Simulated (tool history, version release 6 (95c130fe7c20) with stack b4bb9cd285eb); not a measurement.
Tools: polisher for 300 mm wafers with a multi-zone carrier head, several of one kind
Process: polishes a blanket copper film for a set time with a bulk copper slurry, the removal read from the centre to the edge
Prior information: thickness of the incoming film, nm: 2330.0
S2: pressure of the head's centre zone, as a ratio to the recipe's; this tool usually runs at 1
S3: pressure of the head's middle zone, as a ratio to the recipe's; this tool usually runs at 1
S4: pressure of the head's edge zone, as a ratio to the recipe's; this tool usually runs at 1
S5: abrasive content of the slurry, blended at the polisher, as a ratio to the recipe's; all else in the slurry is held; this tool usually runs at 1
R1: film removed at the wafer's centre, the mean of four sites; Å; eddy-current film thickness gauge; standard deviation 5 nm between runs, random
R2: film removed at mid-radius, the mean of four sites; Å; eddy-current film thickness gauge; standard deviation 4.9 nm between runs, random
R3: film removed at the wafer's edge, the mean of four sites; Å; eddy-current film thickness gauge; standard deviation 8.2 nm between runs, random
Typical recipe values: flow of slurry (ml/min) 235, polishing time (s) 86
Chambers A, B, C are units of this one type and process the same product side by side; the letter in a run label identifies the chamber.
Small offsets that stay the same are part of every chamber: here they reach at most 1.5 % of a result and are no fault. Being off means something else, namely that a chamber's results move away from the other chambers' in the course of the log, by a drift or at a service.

run 1B day=0.342 | flow_of_slurry_(ml/min)=235 S2=1 S3=1 S4=1 S5=1 polishing_time_(s)=86 | R1=7574.5 R2=7744.9 R3=7678.4
-- day=0.725 chamber A: edge zone pressure recalibrated
run 2A day=0.775 | flow_of_slurry_(ml/min)=235 S2=1 S3=1 S4=1 S5=1 polishing_time_(s)=86 | R1=7671 R2=7632.4 R3=7617.2
run 3C day=1.279 | flow_of_slurry_(ml/min)=235 S2=1 S3=1 S4=1 S5=1 polishing_time_(s)=86 | R1=7777.7 R2=7702.5 R3=7704.7
-- day=1.45 chamber B: worn pad replaced by a new one
run 4C day=1.804 | flow_of_slurry_(ml/min)=235 S2=1 S3=1 S4=1 S5=1 polishing_time_(s)=86 | R1=7772.8 R2=7569.8 R3=7676.7
run 5A day=2.188 | flow_of_slurry_(ml/min)=235 S2=1 S3=1 S4=1 S5=1 polishing_time_(s)=86 | R1=7585 R2=7639.2 R3=7710
run 6B day=2.492 | flow_of_slurry_(ml/min)=235 S2=1 S3=1.07 S4=1 S5=0.85 polishing_time_(s)=86 | R1=7281.5 R2=7958.3 R3=7390.2
run 7B day=2.808 | flow_of_slurry_(ml/min)=235 S2=1 S3=1.07 S4=1 S5=0.85 polishing_time_(s)=86 | R1=7334.7 R2=7939.8 R3=7440.7
-- day=2.933 chamber A: worn pad replaced by a new one
run 8C day=3.2 | flow_of_slurry_(ml/min)=235 S2=1 S3=1.07 S4=1 S5=0.85 polishing_time_(s)=86 | R1=7442.1 R2=7813.4 R3=7386.8
run 9A day=3.646 | flow_of_slurry_(ml/min)=235 S2=1.08 S3=1 S4=1 S5=1 polishing_time_(s)=105 | R1=10246 R2=9385.6 R3=9299.9
-- day=3.958 chamber B: slurry nozzle cleaned
-- day=3.975 chamber B: centre zone pressure recalibrated
run 10A day=3.992 | flow_of_slurry_(ml/min)=235 S2=1.08 S3=1 S4=1 S5=1 polishing_time_(s)=105 | R1=10165 R2=9381.4 R3=9372.6
run 11C day=4.438 | flow_of_slurry_(ml/min)=235 S2=1.08 S3=1 S4=1 S5=1 polishing_time_(s)=105 | R1=10228 R2=9407.6 R3=9622.9
run 12B day=4.883 | flow_of_slurry_(ml/min)=235 S2=1 S3=1 S4=1.05 S5=1 polishing_time_(s)=86 | R1=7025.3 R2=7823.2 R3=7847
-- day=5.167 chamber B: worn pad replaced by a new one
-- day=5.267 chamber C: worn pad replaced by a new one
run 13B day=5.417 | flow_of_slurry_(ml/min)=235 S2=1 S3=1 S4=1.05 S5=1 polishing_time_(s)=86 | R1=7033.3 R2=7723.3 R3=7948.3
run 14A day=5.938 | flow_of_slurry_(ml/min)=235 S2=1 S3=1 S4=1.05 S5=1 polishing_time_(s)=86 | R1=7718 R2=7578.5 R3=8041
run 15C day=6.288 | flow_of_slurry_(ml/min)=235 S2=1 S3=1 S4=1 S5=1 polishing_time_(s)=86 | R1=7788.3 R2=7619.4 R3=7709.5
run 16C day=6.746 | flow_of_slurry_(ml/min)=235 S2=1 S3=1 S4=1 S5=1 polishing_time_(s)=86 | R1=7738.2 R2=7662.8 R3=7697.8
-- day=6.892 chamber C: centre zone pressure recalibrated
run 17B day=7.021 | flow_of_slurry_(ml/min)=235 S2=1 S3=1 S4=1 S5=1 polishing_time_(s)=86 | R1=6980.4 R2=7669.8 R3=7640.1
run 18A day=7.429 | flow_of_slurry_(ml/min)=235 S2=1 S3=1 S4=1 S5=1 polishing_time_(s)=86 | R1=7587.7 R2=7660.4 R3=7643.4
run 19C day=7.946 | flow_of_slurry_(ml/min)=235 S2=1 S3=1 S4=1 S5=1 polishing_time_(s)=86 | R1=7765.2 R2=7609.8 R3=7547.9
run 20A day=8.379 | flow_of_slurry_(ml/min)=235 S2=1 S3=1 S4=1 S5=1 polishing_time_(s)=86 | R1=7678.5 R2=7577.2 R3=7676.7
run 21B day=8.779 | flow_of_slurry_(ml/min)=235 S2=1 S3=1 S4=1 S5=1 polishing_time_(s)=86 | R1=6987 R2=7762.2 R3=7707.2
-- day=8.875 chamber B: edge zone pressure recalibrated
run 22B day=9.05 | flow_of_slurry_(ml/min)=235 S2=1 S3=1 S4=1 S5=1 polishing_time_(s)=86 | R1=6946.6 R2=7698 R3=7788.4
run 23A day=9.417 | flow_of_slurry_(ml/min)=235 S2=1 S3=1 S4=1 S5=1 polishing_time_(s)=86 | R1=7668.7 R2=7638.6 R3=7722
-- day=9.442 chamber A: worn pad replaced by a new one
run 24C day=9.896 | flow_of_slurry_(ml/min)=235 S2=1 S3=1 S4=1 S5=1 polishing_time_(s)=86 | R1=7672.5 R2=7647.4 R3=7550.9
run 25A day=10.262 | flow_of_slurry_(ml/min)=235 S2=1 S3=1 S4=1 S5=0.8 polishing_time_(s)=86 | R1=7233.5 R2=7358.6 R3=7394.2

Has any chamber moved away from the others, gradually or after a service, or does the common gauge drift, or do the chambers differ only by their own small steady offsets? State the chamber and the most likely cause if one applies.

The work done on chamber B during a service left it standing apart from the others.
Likeliest cause: centre zone's pressure below its setpoint, % = 7.31.

Here are 4 candidates for chamber B's next run, each the usual settings with a change, their results left as question marks. Which one brings its results back in line with what the others give on the usual settings?
A result is in line if it is within this distance of the other chambers' mean on the usual settings: R1 180 Å; R2 170 Å; R3 290 Å
run 26B-1 day=10.671 | flow_of_slurry_(ml/min)=230 S2=0.93 S3=1.02 S4=1.02 S5=1 polishing_time_(s)=85 | R1=? R2=? R3=?
run 26B-2 day=10.671 | flow_of_slurry_(ml/min)=240 S2=1.08 S3=0.98 S4=0.98 S5=1 polishing_time_(s)=87 | R1=? R2=? R3=?
run 26B-3 day=10.671 | flow_of_slurry_(ml/min)=235 S2=1.03 S3=0.99 S4=0.99 S5=1 polishing_time_(s)=86 | R1=? R2=? R3=?
run 26B-4 day=10.671 | flow_of_slurry_(ml/min)=235 S2=0.97 S3=1.01 S4=1.01 S5=1 polishing_time_(s)=86 | R1=? R2=? R3=?

The mean the other chambers reach with the usual settings: R1 7701.9 Å; R2 7640.4 Å; R3 7660.8 Å
run=26B-1 R1=6367.8 R2=7748.2 R3=7591.1
run=26B-2 R1=7725.1 R2=7674.3 R3=7642.3
run=26B-3 R1=7230.3 R2=7640.7 R3=7579.1
run=26B-4 R1=6769.2 R2=7786.6 R3=7656.8
The answer is 26B-2, which returns the chamber to within the allowed miss of the others.
